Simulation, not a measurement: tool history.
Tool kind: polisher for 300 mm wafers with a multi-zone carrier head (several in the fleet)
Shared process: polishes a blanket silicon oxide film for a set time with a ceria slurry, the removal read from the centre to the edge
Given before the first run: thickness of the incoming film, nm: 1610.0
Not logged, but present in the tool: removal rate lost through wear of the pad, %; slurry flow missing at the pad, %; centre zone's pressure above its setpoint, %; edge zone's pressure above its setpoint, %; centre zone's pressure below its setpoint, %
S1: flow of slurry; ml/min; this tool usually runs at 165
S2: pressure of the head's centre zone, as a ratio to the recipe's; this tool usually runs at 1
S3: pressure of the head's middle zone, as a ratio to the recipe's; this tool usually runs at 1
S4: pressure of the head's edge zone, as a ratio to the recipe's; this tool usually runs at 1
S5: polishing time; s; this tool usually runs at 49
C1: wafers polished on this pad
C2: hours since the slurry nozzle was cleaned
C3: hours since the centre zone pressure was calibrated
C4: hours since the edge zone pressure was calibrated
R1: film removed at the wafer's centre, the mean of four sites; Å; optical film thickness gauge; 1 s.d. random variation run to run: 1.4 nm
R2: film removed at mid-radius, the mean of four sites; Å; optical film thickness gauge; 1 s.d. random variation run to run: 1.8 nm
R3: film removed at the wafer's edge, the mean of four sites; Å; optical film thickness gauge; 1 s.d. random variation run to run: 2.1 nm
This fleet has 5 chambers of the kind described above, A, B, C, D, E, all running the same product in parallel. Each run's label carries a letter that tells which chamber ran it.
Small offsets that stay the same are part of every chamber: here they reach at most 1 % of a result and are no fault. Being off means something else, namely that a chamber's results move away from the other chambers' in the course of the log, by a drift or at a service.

run,day,S1,S2,S3,S4,S5,C1,C2,C3,C4,R1,R2,R3
# day 0.067: chamber A: worn pad replaced by a new one
1B,0.233,165,1,1,1,49,746,141.8,258,635.2,1724.2,1744.4,1771.4
2D,0.65,165,1,1,1,49,466,247.1,242.5,378.7,1756.8,1752.8,1783.5
3C,1,165,1,1,1,49,353,280.3,989.9,36.5,1734,1749.4,1776.7
# day 1.254: chamber B: edge zone pressure recalibrated
4A,1.4,165,1,1,1,49,266,190.8,172.1,590.3,1754.3,1737.9,1735
5E,1.838,165,1,1,1,49,1091,62.1,300,1238.7,1711.2,1755.5,1733.9
# day 1.892: chamber E: worn pad replaced by a new one
6C,2.112,165,1,1,1,49,575,307,1016.6,63.2,1744.1,1733.7,1752.4
7D,2.567,165,1,1,1,49,848,293.1,288.5,424.7,1777.5,1774.6,1729.6
# day 2.975: chamber B: worn pad replaced by a new one
8B,3.046,135,1,1,1,49,14,209.3,325.5,43.1,1669.6,1647,1695.3
9E,3.346,135,1,1,1,49,290,98.3,336.2,1274.9,1690.4,1686.8,1744.1
10A,3.779,135,1,1,1,49,741,247.9,229.2,647.4,1661,1686.8,1691.2
11D,4.146,135,1,1,1,49,1164,331,326.4,462.6,1680.5,1695.1,1676
# day 4.279: chamber C: worn pad replaced by a new one
# day 4.446: chamber A: worn pad replaced by a new one
12E,4.538,135,1,1,1,49,528,126.9,364.8,1303.5,1684.9,1678.5,1695.9
# day 4.583: chamber D: worn pad replaced by a new one
13C,4.938,165,1,1,1,49,131,374.8,1084.4,131,1750,1772.4,1765
# day 4.979: chamber B: centre zone pressure recalibrated
14B,5.412,165,1,1,1,49,487,266.1,10.5,99.9,1723.5,1748.6,1743.3
# day 5.612: chamber A: centre zone pressure recalibrated
15A,5.758,165,1,1,1,49,262,295.4,3.5,694.9,1744.2,1734.3,1721.4
16D,6.067,165,1,1,1,49,296,377.1,372.5,508.7,1752.2,1746.2,1735.1
17E,6.354,165,1,1,1,49,891,170.5,408.4,1347.1,1730.8,1771.3,1766.6
# day 6.729: chamber E: edge zone pressure recalibrated
18B,6.792,165,1,1,1,49,762,299.2,43.6,133,1739.8,1745.3,1740.8
19A,7.117,165,1,1,1,49,533,328,36.1,727.5,1764.3,1741.1,1731.2
# day 7.283: chamber D: edge zone pressure recalibrated
20C,7.517,165,1,1,1,49,646,436.7,1146.3,192.9,1753.7,1767,1693.4
# day 7.979: chamber E: worn pad replaced by a new one
21D,7.996,165,1,1,1,49,681,423.4,418.8,17.1,1752.5,1751.7,1737.4
22C,8.367,165,1,1,1,49,816,457.1,1166.7,213.3,1724.7,1740.8,1747.2
# day 8.771: chamber C: worn pad replaced by a new one
23A,8.862,165,1,1,1,49,882,369.9,78,769.4,1762.6,1733.2,1743.8
# day 9.054: chamber A: worn pad replaced by a new one
24E,9.329,165,1,1,1,49,269,241.9,479.8,62.4,1737.2,1730,1771.9
# day 9.383: chamber B: worn pad replaced by a new one
25B,9.704,165,1,1,1,49,64,369.1,113.5,202.9,1751.2,1752.9,1781.4
26C,10.121,165,1,1,1,49,270,499.2,1208.8,255.4,1729.9,1755.1,1747.4
27E,10.492,165,1,1,1,49,501,269.8,507.7,90.3,1752.9,1717.9,1755.8
# day 10.625: chamber B: slurry nozzle cleaned
28D,10.758,165,1,1,1,49,1233,489.7,485.1,83.4,1748.4,1756.8,1717.5
29A,11.071,165,1,1,0.96,34,403,422.9,131,822.4,1210.9,1211,1167.7
# day 11.158: chamber D: slurry nozzle cleaned
30B,11.433,165,1,1,0.96,34,409,19.4,155,244.4,1192.4,1210.5,1188.2
31C,11.833,165,1,1,0.96,34,612,540.3,1249.9,296.5,1213.7,1232.6,1202.3
# day 11.938: chamber D: worn pad replaced by a new one
32A,12.158,165,1,1,0.96,34,620,449,157.1,848.5,1187.5,1220.7,1174.9
33D,12.467,165,1,1,0.96,34,105,31.4,526.1,124.4,1208,1204.3,1165

Next, every chamber runs the same settings. What will each give?
34A,12.829,165,1,1,1,49,,,,,?,?,?
34B,12.829,165,1,1,1,49,,,,,?,?,?
34C,12.829,165,1,1,1,49,,,,,?,?,?
34D,12.829,165,1,1,1,49,,,,,?,?,?
34E,12.829,165,1,1,1,49,,,,,?,?,?

run,R1,R2,R3
34A,1755.1,1759.7,1744.2
34B,1717,1764.5,1749.6
34C,1752.8,1772.5,1745.4
34D,1765.8,1773.3,1751.7
34E,1753.4,1762.8,1719
